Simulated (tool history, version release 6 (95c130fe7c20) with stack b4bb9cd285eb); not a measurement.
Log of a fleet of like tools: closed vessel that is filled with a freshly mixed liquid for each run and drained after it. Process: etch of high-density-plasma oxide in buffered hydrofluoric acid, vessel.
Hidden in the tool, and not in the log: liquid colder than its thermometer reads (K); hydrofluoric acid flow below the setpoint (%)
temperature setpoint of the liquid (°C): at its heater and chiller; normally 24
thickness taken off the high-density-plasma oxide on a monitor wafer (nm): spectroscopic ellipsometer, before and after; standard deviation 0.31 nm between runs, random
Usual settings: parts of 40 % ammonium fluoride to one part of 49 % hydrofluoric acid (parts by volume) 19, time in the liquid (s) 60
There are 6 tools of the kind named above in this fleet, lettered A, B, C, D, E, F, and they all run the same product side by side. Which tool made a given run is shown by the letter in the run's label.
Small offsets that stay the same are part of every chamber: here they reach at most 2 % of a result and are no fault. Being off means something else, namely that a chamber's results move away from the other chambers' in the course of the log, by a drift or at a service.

run	hour	temperature setpoint of the liquid (°C)	parts of 40 % ammonium fluoride to one part of 49 % hydrofluoric acid (parts by volume)	time in the liquid (s)	hours since the thermometer was replaced	hours since the hydrofluoric acid flow meter was replaced	read-back film thickness of the high-density-plasma oxide reference wafer, read on the same gauge (nm)	thickness taken off the high-density-plasma oxide on a monitor wafer (nm)
1F	7.9	24	19	60	1440.8	460	149.99	48.812
2A	14.5	24	19	60	278	327.3	150.05	49.435
3E	21.9	24	19	60	2119.5	382.9	150.01	48.725
4B	26.4	24	19	60	2023	163	149.99	48.311
5C	31.6	24	19	60	1295.8	161.4	149.98	49.388
6D	38.6	24	19	60	721.3	195.2	149.96	49.476
7C	45.4	24	19	60	1309.6	175.2	150.01	49.644
8D	50	24	13.5	60	732.7	206.6	150.02	68.997
9A	57.8	24	13.5	60	321.3	370.6	150.04	68.446
10E	62.9	24	13.5	60	2160.5	423.9	150.05	67.764
11F	67.2	24	13.5	60	1500.1	519.3	150.02	67.727
12B	72.6	24	13.5	60	2069.2	209.2	149.98	67.884
13B	78.5	24	13.5	60	2075.1	215.1	149.95	68.469
14F	85.1	24	19	60	1518	537.2	149.97	48.119
15C	90.4	24	19	60	1354.6	220.2	149.97	48.162
16A	94.4	24	19	60	357.9	407.2	150.02	48.604
17E	99.7	24	19	60	2197.3	460.7	150.06	48.5
18D	106.2	24	19	60	788.9	262.8	150	48.994
19F	110.3	24	19	60	1543.2	562.4	149.96	48.586
20C	116.7	24	19	60	1380.9	246.5	150	47.632
21E	124.2	24	19	60	2221.8	485.2	150.04	48.169
# hour 127.6: chamber F: thermometer replaced
22A	131.4	24	19	60	394.9	444.2	150.03	49.322
23D	136.2	24	19	60	818.9	292.8	149.96	49.382
24B	144.1	24	19	60	2140.7	280.7	150.03	48.296
25F	151.8	24	19	60	24.3	603.9	150	48.266
26D	158.4	24	19	60	841.1	315	149.98	48.821
27B	164.7	24	19	60	2161.3	301.3	149.99	47.8
28C	170.2	24	22.5	60	1434.4	300	150.04	41.443
29E	178.3	24	22.5	60	2275.9	539.3	150.04	42.444
30A	186.5	24	22.5	60	450	499.3	150.03	42.717
31F	192.4	24	22.5	60	64.9	644.5	150.02	42.521
32E	200.6	24	22.5	60	2298.2	561.6	149.95	42.573
33B	206.2	24	22.5	60	2202.8	342.8	149.98	41.911
34D	211.6	24	19	60	894.3	368.2	150.01	48.47
35A	218.1	24	19	60	481.6	530.9	150.03	48.928
36C	224.7	24	19	60	1488.9	354.5	149.99	46.433
37E	230.9	24	19	60	2328.5	591.9	150.03	48.41
38A	237.7	24	19	60	501.2	550.5	149.98	49.711
39C	244.2	24	19	60	1508.4	374	150	45.728
40F	250.2	24	19	60	122.7	702.3	150	48.916
# hour 253.9: chamber E: thermometer replaced
41B	258.4	24	19	60	2255	395	150.03	47.859
42D	264.2	24	19	60	946.9	420.8	150.03	49.469
43B	271	24	19	60	2267.6	407.6	150.01	48.051
44E	274.8	24	19	60	20.9	635.8	149.98	48.81

Which is it: a chamber that has drifted or been left off by a service, a gauge drift common to all chambers, or only each chamber's usual small offset? If a chamber is off, name it and its likeliest cause.

It is chamber C that slowly wanders off from its peers.
Most likely cause: liquid colder than its thermometer reads (K) = 1.54.
Not necessarily distinguishable in this log from: hydrofluoric acid flow below the setpoint (%).

Here are 4 candidates for chamber C's next run, each the usual settings with a change, their results left as question marks. Which one brings its results back in line with what the others give on the usual settings?
Allowed miss from the other chambers' usual-settings mean, per result, to count as in line: thickness taken off the high-density-plasma oxide on a monitor wafer (nm) 1.1
45C-1	280.7	24	19	65				?
45C-2	280.7	24	18.5	60				?
45C-3	280.7	23.5	20	60				?
45C-4	280.7	24	19.5	60				?

Usual-settings mean across the other chambers: thickness taken off the high-density-plasma oxide on a monitor wafer (nm) 48.635
run	thickness taken off the high-density-plasma oxide on a monitor wafer (nm)
45C-1	49.106
45C-2	46.533
45C-3	41.942
45C-4	44.183
45C-1 brings the chamber back in line.
